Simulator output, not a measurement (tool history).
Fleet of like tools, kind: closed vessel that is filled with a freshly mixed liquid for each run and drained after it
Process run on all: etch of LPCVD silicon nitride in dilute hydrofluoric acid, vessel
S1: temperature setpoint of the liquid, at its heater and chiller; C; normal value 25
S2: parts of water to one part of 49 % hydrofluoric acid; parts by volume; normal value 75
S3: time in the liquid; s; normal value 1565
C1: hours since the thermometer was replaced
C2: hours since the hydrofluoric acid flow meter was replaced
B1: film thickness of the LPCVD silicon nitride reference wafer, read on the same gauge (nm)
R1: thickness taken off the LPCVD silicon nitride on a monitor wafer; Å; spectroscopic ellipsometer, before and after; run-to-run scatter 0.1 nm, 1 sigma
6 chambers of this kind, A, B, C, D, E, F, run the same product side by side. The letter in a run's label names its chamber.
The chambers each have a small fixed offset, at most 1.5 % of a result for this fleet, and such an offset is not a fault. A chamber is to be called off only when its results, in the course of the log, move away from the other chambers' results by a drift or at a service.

run 1F day=0.267 | S1=25 S2=75 S3=1565 | C1=733.9 C2=688.1 | B1=129.94 | R1=122.43
run 2C day=0.633 | S1=25 S2=75 S3=1565 | C1=330.9 C2=537.2 | B1=130.07 | R1=120.44
run 3B day=0.9 | S1=25 S2=75 S3=1565 | C1=264.5 C2=727.5 | B1=130.05 | R1=121.36
-- day=1.321 chamber F: hydrofluoric acid flow meter replaced
run 4D day=1.412 | S1=25 S2=75 S3=1565 | C1=91.3 C2=138.5 | B1=130 | R1=122.05
run 5A day=1.708 | S1=25 S2=75 S3=1565 | C1=408.7 C2=655.4 | B1=130.04 | R1=122.24
run 6E day=2.117 | S1=25 S2=75 S3=1565 | C1=923.3 C2=1769.4 | B1=130.04 | R1=120.64
run 7F day=2.379 | S1=25 S2=75 S3=1565 | C1=784.6 C2=25.5 | B1=130.02 | R1=123.89
run 8C day=2.771 | S1=25 S2=75 S3=1565 | C1=382.2 C2=588.5 | B1=130.01 | R1=120.99
run 9A day=3.029 | S1=25 S2=75 S3=1565 | C1=440.4 C2=687.1 | B1=130 | R1=121.68
run 10E day=3.4 | S1=25 S2=75 S3=1565 | C1=954.1 C2=1800.2 | B1=129.97 | R1=120.01
run 11D day=3.896 | S1=25 S2=75 S3=1565 | C1=150.9 C2=198.1 | B1=130 | R1=121.84
-- day=4.008 chamber A: hydrofluoric acid flow meter replaced
run 12B day=4.15 | S1=25 S2=75 S3=1565 | C1=342.5 C2=805.5 | B1=130 | R1=121.4
run 13C day=4.575 | S1=25 S2=75 S3=1565 | C1=425.5 C2=631.8 | B1=130 | R1=120.97
run 14E day=5.062 | S1=25 S2=75 S3=1565 | C1=994 C2=1840.1 | B1=130.04 | R1=121.48
run 15B day=5.558 | S1=22.5 S2=75 S3=1565 | C1=376.3 C2=839.3 | B1=130.01 | R1=104.89
run 16A day=5.888 | S1=22.5 S2=75 S3=1565 | C1=509 C2=45.2 | B1=130.03 | R1=105.13
-- day=6.175 chamber B: hydrofluoric acid flow meter replaced
run 17D day=6.196 | S1=22.5 S2=75 S3=1565 | C1=206.1 C2=253.3 | B1=129.96 | R1=103.54
run 18F day=6.512 | S1=22.5 S2=75 S3=1565 | C1=883.8 C2=124.7 | B1=130 | R1=103.2
run 19D day=6.788 | S1=22.5 S2=75 S3=1565 | C1=220.3 C2=267.5 | B1=130.02 | R1=103.1
run 20A day=7.075 | S1=22.5 S2=75 S3=1565 | C1=537.5 C2=73.7 | B1=129.97 | R1=106.95
run 21E day=7.588 | S1=25 S2=75 S3=1565 | C1=1054.6 C2=1900.7 | B1=130.02 | R1=121.3
run 22C day=7.9 | S1=25 S2=75 S3=1565 | C1=505.3 C2=711.6 | B1=130.02 | R1=119.51
run 23F day=8.329 | S1=25 S2=75 S3=1565 | C1=927.4 C2=168.3 | B1=129.98 | R1=122.76
run 24B day=8.833 | S1=25 S2=75 S3=1565 | C1=454.9 C2=63.8 | B1=129.97 | R1=120.75
run 25A day=9.108 | S1=25 S2=75 S3=1565 | C1=586.3 C2=122.5 | B1=129.98 | R1=127.42
run 26F day=9.492 | S1=25 S2=50 S3=1565 | C1=955.3 C2=196.2 | B1=130 | R1=183.37
run 27D day=9.775 | S1=25 S2=50 S3=1565 | C1=292 C2=339.2 | B1=129.95 | R1=185.88
run 28E day=10.112 | S1=25 S2=50 S3=1565 | C1=1115.2 C2=1961.3 | B1=129.97 | R1=178.67
run 29B day=10.404 | S1=25 S2=50 S3=1565 | C1=492.6 C2=101.5 | B1=130.04 | R1=179.88
run 30C day=10.854 | S1=25 S2=50 S3=1565 | C1=576.2 C2=782.5 | B1=130 | R1=182.69
run 31B day=11.271 | S1=25 S2=50 S3=1565 | C1=513.4 C2=122.3 | B1=129.96 | R1=177
run 32E day=11.583 | S1=25 S2=75 S3=1565 | C1=1150.5 C2=1996.6 | B1=130 | R1=119.94
run 33D day=11.979 | S1=25 S2=75 S3=1565 | C1=344.9 C2=392.1 | B1=130.03 | R1=122.75
run 34F day=12.375 | S1=25 S2=75 S3=1565 | C1=1024.5 C2=265.4 | B1=129.97 | R1=121.45
run 35A day=12.717 | S1=25 S2=75 S3=1565 | C1=672.9 C2=209.1 | B1=129.98 | R1=129.67
run 36C day=13.042 | S1=25 S2=75 S3=1565 | C1=628.7 C2=835 | B1=129.99 | R1=121.98
run 37B day=13.429 | S1=25 S2=75 S3=1565 | C1=565.2 C2=174.1 | B1=130.01 | R1=119.82
run 38C day=13.792 | S1=25 S2=75 S3=1565 | C1=646.7 C2=853 | B1=130.04 | R1=121.27

Does one chamber stand apart from the rest, does the shared gauge drift, or is all well apart from small per-chamber offsets? Give the chamber and the most likely cause, where there is one.

One chamber, A, drifts off from the rest bit by bit.
Most likely cause: liquid hotter than its thermometer reads (K) = 1.34.

Below are 4 candidate recipes for chamber A's next run, each the usual settings with a change, their results shown as question marks. Which of them brings A's results back in line with what the other chambers give on the usual settings?
Maximum distance from the other chambers' mean on the usual settings for a result to count as in line: R1 3.6 Å
run 39A-1 day=14.162 | S1=25 S2=75 S3=1705 | R1=?
run 39A-2 day=14.162 | S1=22.5 S2=75 S3=1565 | R1=?
run 39A-3 day=14.162 | S1=25 S2=75 S3=1840 | R1=?
run 39A-4 day=14.162 | S1=24.5 S2=75 S3=1475 | R1=?

The mean the other chambers reach with the usual settings: R1 121.18 Å
run=39A-1 R1=143.87
run=39A-2 R1=111.65
run=39A-3 R1=155.27
run=39A-4 R1=120.37
The right change is 39A-4: it brings the chamber back within the allowed miss of the others.
